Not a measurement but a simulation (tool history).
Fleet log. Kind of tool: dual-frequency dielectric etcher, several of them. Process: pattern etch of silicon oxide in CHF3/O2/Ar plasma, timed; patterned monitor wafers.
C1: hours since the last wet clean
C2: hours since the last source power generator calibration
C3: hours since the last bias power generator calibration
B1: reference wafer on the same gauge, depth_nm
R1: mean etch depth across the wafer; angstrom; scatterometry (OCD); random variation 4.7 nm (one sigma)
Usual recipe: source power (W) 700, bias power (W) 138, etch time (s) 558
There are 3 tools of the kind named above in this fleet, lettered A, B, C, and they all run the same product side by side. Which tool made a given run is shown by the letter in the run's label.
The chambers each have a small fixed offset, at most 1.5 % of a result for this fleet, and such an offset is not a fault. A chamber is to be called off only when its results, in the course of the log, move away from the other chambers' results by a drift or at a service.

run 1B day=0.267 | source_power_(W)=700 bias_power_(W)=138 etch_time_(s)=558 | C1=256.4 C2=2395 C3=1353.8 | B1=1260.6 | R1=10796
run 2C day=0.612 | source_power_(W)=700 bias_power_(W)=138 etch_time_(s)=558 | C1=173.9 C2=490.1 C3=2031.8 | B1=1259.7 | R1=10596
run 3A day=0.946 | source_power_(W)=700 bias_power_(W)=138 etch_time_(s)=558 | C1=428.6 C2=1363.7 C3=2445.8 | B1=1260 | R1=10805
run 4A day=1.212 | source_power_(W)=700 bias_power_(W)=138 etch_time_(s)=558 | C1=435 C2=1370.1 C3=2452.2 | B1=1260.2 | R1=10880
run 5B day=1.392 | source_power_(W)=700 bias_power_(W)=138 etch_time_(s)=714 | C1=283.4 C2=2422 C3=1380.8 | B1=1259.1 | R1=13936
run 6C day=1.775 | source_power_(W)=700 bias_power_(W)=138 etch_time_(s)=714 | C1=201.8 C2=518 C3=2059.7 | B1=1258.7 | R1=13480
run 7A day=2.017 | source_power_(W)=700 bias_power_(W)=138 etch_time_(s)=714 | C1=454.3 C2=1389.4 C3=2471.5 | B1=1259.1 | R1=13799
run 8C day=2.204 | source_power_(W)=700 bias_power_(W)=138 etch_time_(s)=558 | C1=212.1 C2=528.3 C3=2070 | B1=1260.1 | R1=10550
run 9B day=2.542 | source_power_(W)=700 bias_power_(W)=138 etch_time_(s)=558 | C1=311 C2=2449.6 C3=1408.4 | B1=1260.4 | R1=10794
run 10C day=2.938 | source_power_(W)=700 bias_power_(W)=138 etch_time_(s)=558 | C1=229.7 C2=545.9 C3=2087.6 | B1=1259.4 | R1=10418
run 11A day=3.229 | source_power_(W)=700 bias_power_(W)=138 etch_time_(s)=558 | C1=483.4 C2=1418.5 C3=2500.6 | B1=1259.3 | R1=10745
run 12B day=3.446 | source_power_(W)=700 bias_power_(W)=121 etch_time_(s)=558 | C1=332.7 C2=2471.3 C3=1430.1 | B1=1259.8 | R1=10374
run 13C day=3.838 | source_power_(W)=700 bias_power_(W)=121 etch_time_(s)=558 | C1=251.3 C2=567.5 C3=2109.2 | B1=1259.2 | R1=9901.9
run 14A day=4.092 | source_power_(W)=700 bias_power_(W)=121 etch_time_(s)=558 | C1=504.1 C2=1439.2 C3=2521.3 | B1=1259.5 | R1=10474
run 15B day=4.288 | source_power_(W)=640 bias_power_(W)=138 etch_time_(s)=558 | C1=352.9 C2=2491.5 C3=1450.3 | B1=1260.6 | R1=10423
run 16C day=4.638 | source_power_(W)=640 bias_power_(W)=138 etch_time_(s)=558 | C1=270.5 C2=586.7 C3=2128.4 | B1=1260 | R1=9885.4
run 17B day=4.879 | source_power_(W)=640 bias_power_(W)=138 etch_time_(s)=558 | C1=367.1 C2=2505.7 C3=1464.5 | B1=1258.9 | R1=10427
run 18A day=5.112 | source_power_(W)=700 bias_power_(W)=138 etch_time_(s)=558 | C1=528.6 C2=1463.7 C3=2545.8 | B1=1258.5 | R1=10817
run 19A day=5.388 | source_power_(W)=700 bias_power_(W)=138 etch_time_(s)=558 | C1=535.2 C2=1470.3 C3=2552.4 | B1=1260.8 | R1=10842
run 20C day=5.583 | source_power_(W)=700 bias_power_(W)=138 etch_time_(s)=558 | C1=293.2 C2=609.4 C3=2151.1 | B1=1260.2 | R1=10136
run 21B day=5.821 | source_power_(W)=700 bias_power_(W)=138 etch_time_(s)=558 | C1=389.7 C2=2528.3 C3=1487.1 | B1=1261 | R1=10836

Predict what each chamber gives when all 3 of them run the settings below next.
run 22A day=6.108 | source_power_(W)=700 bias_power_(W)=138 etch_time_(s)=558 | R1=?
run 22B day=6.108 | source_power_(W)=700 bias_power_(W)=138 etch_time_(s)=558 | R1=?
run 22C day=6.108 | source_power_(W)=700 bias_power_(W)=138 etch_time_(s)=558 | R1=?

run=22A R1=10766
run=22B R1=10734
run=22C R1=10060
